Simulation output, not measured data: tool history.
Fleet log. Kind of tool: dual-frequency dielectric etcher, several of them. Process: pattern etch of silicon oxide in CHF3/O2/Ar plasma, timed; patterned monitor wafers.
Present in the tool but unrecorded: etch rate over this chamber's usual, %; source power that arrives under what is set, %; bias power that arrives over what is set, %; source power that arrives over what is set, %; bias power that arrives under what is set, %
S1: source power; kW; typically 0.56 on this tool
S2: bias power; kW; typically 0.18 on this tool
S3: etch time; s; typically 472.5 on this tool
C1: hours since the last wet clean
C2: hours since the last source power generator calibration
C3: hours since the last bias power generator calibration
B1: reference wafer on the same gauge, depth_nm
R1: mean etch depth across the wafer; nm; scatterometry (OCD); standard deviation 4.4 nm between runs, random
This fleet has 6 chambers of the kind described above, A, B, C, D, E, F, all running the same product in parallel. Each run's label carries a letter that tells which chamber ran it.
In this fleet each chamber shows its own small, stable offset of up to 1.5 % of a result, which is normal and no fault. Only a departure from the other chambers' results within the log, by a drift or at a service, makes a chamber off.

run,day,S1,S2,S3,C1,C2,C3,B1,R1
1E,0.196,0.56,0.18,472.5,314.2,1155.5,3343.9,919.56,903.19
2C,0.467,0.56,0.18,472.5,15.9,2186.9,1916.3,919.73,908.99
3D,0.612,0.56,0.18,472.5,199.3,928.6,1200,920.85,915.27
4B,0.779,0.56,0.18,472.5,156,1080.7,1282.7,920.28,914.37
# day 0.925: chamber F: wet clean of the chamber
5F,1.054,0.56,0.18,472.5,3.1,349.1,4310.4,919.92,911.31
6A,1.342,0.56,0.193,472.5,321.4,2842.6,109.2,919.74,919.3
7A,1.588,0.56,0.193,472.5,327.3,2848.5,115.1,918.98,933.43
8B,1.779,0.56,0.193,472.5,180,1104.7,1306.7,919.19,936.87
9E,1.992,0.56,0.193,472.5,357.3,1198.6,3387,920.97,914.58
10D,2.254,0.56,0.193,472.5,238.7,968,1239.4,920.21,937.21
11F,2.542,0.56,0.193,472.5,38.8,384.8,4346.1,920.13,925.3
12C,2.712,0.56,0.18,472.5,69.8,2240.8,1970.2,920.99,911.63
13D,2.904,0.56,0.18,472.5,254.3,983.6,1255,920.6,912.89
14A,3.096,0.56,0.18,472.5,363.5,2884.7,151.3,920.17,909.33
15C,3.238,0.56,0.18,472.5,82.4,2253.4,1982.8,920.39,907.9
16B,3.462,0.56,0.18,472.5,220.4,1145.1,1347.1,920.51,928.11
17E,3.667,0.56,0.18,472.5,397.5,1238.8,3427.2,919.34,906.81
18F,3.862,0.56,0.18,472.5,70.5,416.5,4377.8,919.01,906.85
19A,4.008,0.56,0.18,472.5,385.4,2906.6,173.2,919.22,903.18
# day 4.042: chamber E: wet clean of the chamber
20F,4.154,0.56,0.18,472.5,77.5,423.5,4384.8,920.72,900.41
21D,4.358,0.51,0.18,365.5,289.2,1018.5,1289.9,920.36,677.91
# day 4.429: chamber A: wet clean of the chamber
22C,4.667,0.51,0.18,365.5,116.7,2287.7,2017.1,920.04,680.38
23B,4.825,0.51,0.18,365.5,253.1,1177.8,1379.8,920.36,705.92
24E,5.05,0.51,0.18,365.5,24.2,1272,3460.4,919,676.66
25F,5.267,0.51,0.18,365.5,104.2,450.2,4411.5,920.13,678.81
26C,5.562,0.51,0.18,365.5,138.2,2309.2,2038.6,920.59,683.07
27E,5.767,0.56,0.18,472.5,41.4,1289.2,3477.6,920.22,891.23
28D,6.05,0.56,0.18,472.5,329.8,1059.1,1330.5,919.84,917.14
29B,6.3,0.56,0.18,472.5,288.5,1213.2,1415.2,920.22,938.38
# day 6.333: chamber F: bias power generator calibrated
30A,6.512,0.56,0.18,472.5,50,2966.7,233.3,921.44,902.23
31B,6.821,0.56,0.18,472.5,301,1225.7,1427.7,920.85,943.21
32A,7.058,0.56,0.18,472.5,63.1,2979.8,246.4,919.62,909.08
33D,7.304,0.56,0.18,472.5,359.9,1089.2,1360.6,919.39,911.48
34F,7.567,0.64,0.18,583,159.4,505.4,29.6,921.34,1173
35E,7.708,0.64,0.18,583,88,1335.8,3524.2,921.25,1165.4
36C,7.904,0.64,0.18,583,194.4,2365.4,2094.8,919.51,1193.8
37C,8.188,0.64,0.18,583,201.2,2372.2,2101.6,919.3,1190.5
38B,8.379,0.64,0.18,583,338.4,1263.1,1465.1,919.48,1245.5
39E,8.596,0.64,0.18,583,109.3,1357.1,3545.5,920.2,1163.4
40D,8.733,0.56,0.18,472.5,394.2,1123.5,1394.9,919.66,914.28
41A,8.971,0.56,0.18,472.5,109,3025.7,292.3,919.12,900.89
42F,9.221,0.56,0.18,472.5,199.1,545.1,69.3,919.78,907.11
43B,9.438,0.56,0.18,472.5,363.8,1288.5,1490.5,920.02,968.89

Next, every chamber runs the same settings. What will each give?
44A,9.658,0.56,0.18,472.5,,,,,?
44B,9.658,0.56,0.18,472.5,,,,,?
44C,9.658,0.56,0.18,472.5,,,,,?
44D,9.658,0.56,0.18,472.5,,,,,?
44E,9.658,0.56,0.18,472.5,,,,,?
44F,9.658,0.56,0.18,472.5,,,,,?

run,R1
44A,902.52
44B,966.74
44C,914.27
44D,913.46
44E,893.86
44F,903.84
